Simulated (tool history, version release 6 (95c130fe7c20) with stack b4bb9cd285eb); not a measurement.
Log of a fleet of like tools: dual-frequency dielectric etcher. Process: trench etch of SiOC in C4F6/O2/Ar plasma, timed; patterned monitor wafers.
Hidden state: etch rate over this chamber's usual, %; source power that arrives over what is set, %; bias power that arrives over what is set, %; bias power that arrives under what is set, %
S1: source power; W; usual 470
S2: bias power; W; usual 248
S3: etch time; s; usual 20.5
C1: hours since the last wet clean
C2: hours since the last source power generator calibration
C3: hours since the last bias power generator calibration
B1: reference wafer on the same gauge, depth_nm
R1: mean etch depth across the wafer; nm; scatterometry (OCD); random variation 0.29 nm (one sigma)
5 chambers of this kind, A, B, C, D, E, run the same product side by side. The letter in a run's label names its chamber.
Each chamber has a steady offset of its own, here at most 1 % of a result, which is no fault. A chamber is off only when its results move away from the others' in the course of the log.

run   hour   S1   S2    S3     C1      C2      C3      B1      R1
 1C    2.0  470  248  20.5  415.6  1242.2   595.0  55.706  50.154
 2B    3.9  470  248  20.5  176.7  2951.5  1969.8  55.757  50.955
 3D    5.9  470  248  20.5  289.5   568.5   251.4  55.772  50.663
 4A    9.0  470  248  20.5  207.2  1728.4   215.0  55.718  50.480
 5E   11.1  470  248  20.5  113.1   192.0  2641.4  55.713  50.076
 6C   14.0  470  248  20.5  427.6  1254.2   607.0  55.704  50.135
 7A   16.3  470  248  20.5  214.5  1735.7   222.3  55.712  50.321
 8D   19.4  470  248  20.5  303.0   582.0   264.9  55.706  50.978
 9B   22.4  470  248  20.5  195.2  2970.0  1988.3  55.797  51.069
10E   24.8  470  248  20.5  126.8   205.7  2655.1  55.733  50.005
11E   28.3  400  248  20.5  130.3   209.2  2658.6  55.654  47.054
12B   30.3  400  248  20.5  203.1  2977.9  1996.2  55.640  47.546
13D   32.8  400  248  20.5  316.4   595.4   278.3  55.726  47.705
14C   35.3  400  248  20.5  448.9  1275.5   628.3  55.713  47.069
15A   38.7  400  248  20.5  236.9  1758.1   244.7  55.730  47.662
16C   42.9  470  248  20.5  456.5  1283.1   635.9  55.694  50.763
17D   47.3  470  248  20.5  330.9   609.9   292.8  55.700  50.837
18E   49.6  470  248  20.5  151.6   230.5  2679.9  55.738  50.507
19B   53.0  470  248  20.5  225.8  3000.6  2018.9  55.794  50.532
20A   56.5  470  248  20.5  254.7  1775.9   262.5  55.670  50.742
      58.7  -- chamber C: wet clean of the chamber
21B   59.8  470  248  25.0  232.6  3007.4  2025.7  55.749  62.115
22A   61.8  470  248  25.0  260.0  1781.2   267.8  55.639  61.695
23C   64.0  470  248  25.0    5.4  1304.2   657.0  55.696  60.736
24E   66.3  470  248  25.0  168.3   247.2  2696.6  55.641  61.764
25D   68.9  470  248  25.0  352.5   631.5   314.4  55.722  62.060
26C   71.6  470  248  20.5   13.0  1311.8   664.6  55.690  50.166
27E   73.6  470  248  15.0  175.6   254.5  2703.9  55.629  36.318
28D   77.8  470  248  15.0  361.4   640.4   323.3  55.746  37.205
29B   80.1  470  248  15.0  252.9  3027.7  2046.0  55.661  37.071
30A   83.6  470  248  15.0  281.8  1803.0   289.6  55.667  37.180
31E   87.3  470  248  15.0  189.3   268.2  2717.6  55.709  36.800
32D   90.3  470  248  20.5  373.9   652.9   335.8  55.672  51.073
33A   93.0  470  248  20.5  291.2  1812.4   299.0  55.732  51.004
34B   96.0  470  248  20.5  268.8  3043.6  2061.9  55.808  50.873
      96.9  -- chamber C: source power generator calibrated
35C  100.5  470  248  20.5   41.9     3.7   693.5  55.668  50.307
36C  103.1  570  287  20.5   44.5     6.3   696.1  55.699  56.711
37E  106.4  570  287  20.5  208.4   287.3  2736.7  55.761  56.747
38D  110.0  570  287  20.5  393.6   672.6   355.5  55.724  56.500
39B  113.2  570  287  20.5  286.0  3060.8  2079.1  55.764  56.606
40A  115.9  570  287  20.5  314.1  1835.3   321.9  55.614  57.669
41A  117.9  470  248  20.5  316.1  1837.3   323.9  55.641  50.339

What goes on in this fleet: one chamber off, a drifting gauge, or nothing beyond the chambers' own small offsets? Name the chamber and the cause, if any.

No chamber stands off beyond its own small offset, and the gauge holds steady.

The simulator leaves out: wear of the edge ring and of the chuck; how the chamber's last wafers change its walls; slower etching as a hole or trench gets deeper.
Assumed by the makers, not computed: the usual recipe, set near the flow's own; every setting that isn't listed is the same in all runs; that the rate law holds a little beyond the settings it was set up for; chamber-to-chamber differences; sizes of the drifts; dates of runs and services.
